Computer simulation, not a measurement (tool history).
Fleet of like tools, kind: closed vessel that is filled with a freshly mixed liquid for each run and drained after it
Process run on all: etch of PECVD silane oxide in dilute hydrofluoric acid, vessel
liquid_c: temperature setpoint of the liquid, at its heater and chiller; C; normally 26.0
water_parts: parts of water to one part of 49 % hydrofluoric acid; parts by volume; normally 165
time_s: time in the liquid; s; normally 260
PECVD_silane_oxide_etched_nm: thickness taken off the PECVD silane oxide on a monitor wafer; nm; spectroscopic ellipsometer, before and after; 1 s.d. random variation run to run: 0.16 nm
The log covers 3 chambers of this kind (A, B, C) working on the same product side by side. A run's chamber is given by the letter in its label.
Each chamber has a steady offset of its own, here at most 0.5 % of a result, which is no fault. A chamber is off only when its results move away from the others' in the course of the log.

| run | hour | liquid_c | water_parts | time_s | read-back film thickness of the PECVD silane oxide reference wafer, read on the same gauge (nm) | PECVD_silane_oxide_etched_nm |
|---|---|---|---|---|---|---|
| 1C | 12.9 | 26.0 | 165 | 260 | 49.985 | 26.416 |
| 2A | 22.1 | 26.0 | 165 | 260 | 50.025 | 26.688 |
| 3B | 28.7 | 26.0 | 165 | 260 | 50.002 | 26.596 |
| 4B | 39.8 | 26.0 | 165 | 260 | 50.016 | 26.573 |
| 5A | 51.3 | 23.5 | 125 | 260 | 50.008 | 33.092 |
| 6C | 59.0 | 23.5 | 125 | 260 | 49.988 | 32.930 |
| 7C | 66.1 | 23.5 | 125 | 260 | 49.982 | 32.735 |
| 8B | 76.2 | 30.5 | 220 | 260 | 50.015 | 21.647 |
| 9A | 84.6 | 30.5 | 220 | 260 | 49.984 | 22.203 |
| 10B | 94.5 | 30.5 | 220 | 260 | 49.990 | 21.957 |
| 11A | 102.3 | 26.0 | 165 | 260 | 49.992 | 26.525 |
| 12C | 112.0 | 26.0 | 165 | 260 | 50.009 | 26.667 |
| 13A | 119.7 | 26.0 | 165 | 260 | 50.009 | 26.438 |
| 14B | 126.7 | 26.0 | 165 | 260 | 50.001 | 26.791 |
| 15C | 136.6 | 26.0 | 165 | 260 | 49.990 | 26.535 |
| 16C | 145.7 | 26.0 | 195 | 260 | 49.990 | 22.029 |
| 17A | 153.2 | 26.0 | 195 | 260 | 50.002 | 21.740 |
| 18B | 163.0 | 26.0 | 195 | 260 | 50.010 | 21.738 |
| 19A | 169.8 | 26.0 | 165 | 260 | 49.999 | 26.453 |
| 20C | 175.6 | 26.0 | 165 | 260 | 50.005 | 27.193 |
| 21B | 182.0 | 26.0 | 165 | 260 | 49.991 | 26.329 |
| 22A | 190.6 | 26.0 | 165 | 350 | 50.001 | 35.646 |
|  | 198.4 | chamber C: thermometer replaced |
| 23C | 202.4 | 26.0 | 165 | 350 | 49.995 | 37.164 |
| 24B | 215.1 | 26.0 | 165 | 350 | 50.012 | 35.834 |
| 25B | 226.2 | 26.0 | 165 | 260 | 49.995 | 26.627 |
| 26C | 233.8 | 26.0 | 165 | 260 | 50.026 | 27.805 |
| 27A | 242.1 | 26.0 | 110 | 350 | 49.994 | 56.295 |
| 28C | 252.5 | 26.0 | 110 | 350 | 50.013 | 60.328 |
| 29B | 258.4 | 26.0 | 110 | 350 | 50.006 | 57.450 |
| 30A | 269.9 | 26.0 | 165 | 260 | 49.991 | 26.250 |
| 31A | 280.8 | 26.0 | 165 | 260 | 49.991 | 26.583 |
| 32C | 292.3 | 26.0 | 165 | 260 | 50.004 | 28.593 |
| 33B | 302.6 | 26.0 | 165 | 260 | 49.981 | 26.593 |

The same settings go to every chamber for the next run, one line per chamber below. Forecast the results for each:
| 34A | 312.1 | 26.0 | 165 | 260 |  | ? |
| 34B | 312.1 | 26.0 | 165 | 260 |  | ? |
| 34C | 312.1 | 26.0 | 165 | 260 |  | ? |

| run | PECVD_silane_oxide_etched_nm |
|---|---|
| 34A | 26.082 |
| 34B | 26.399 |
| 34C | 28.731 |
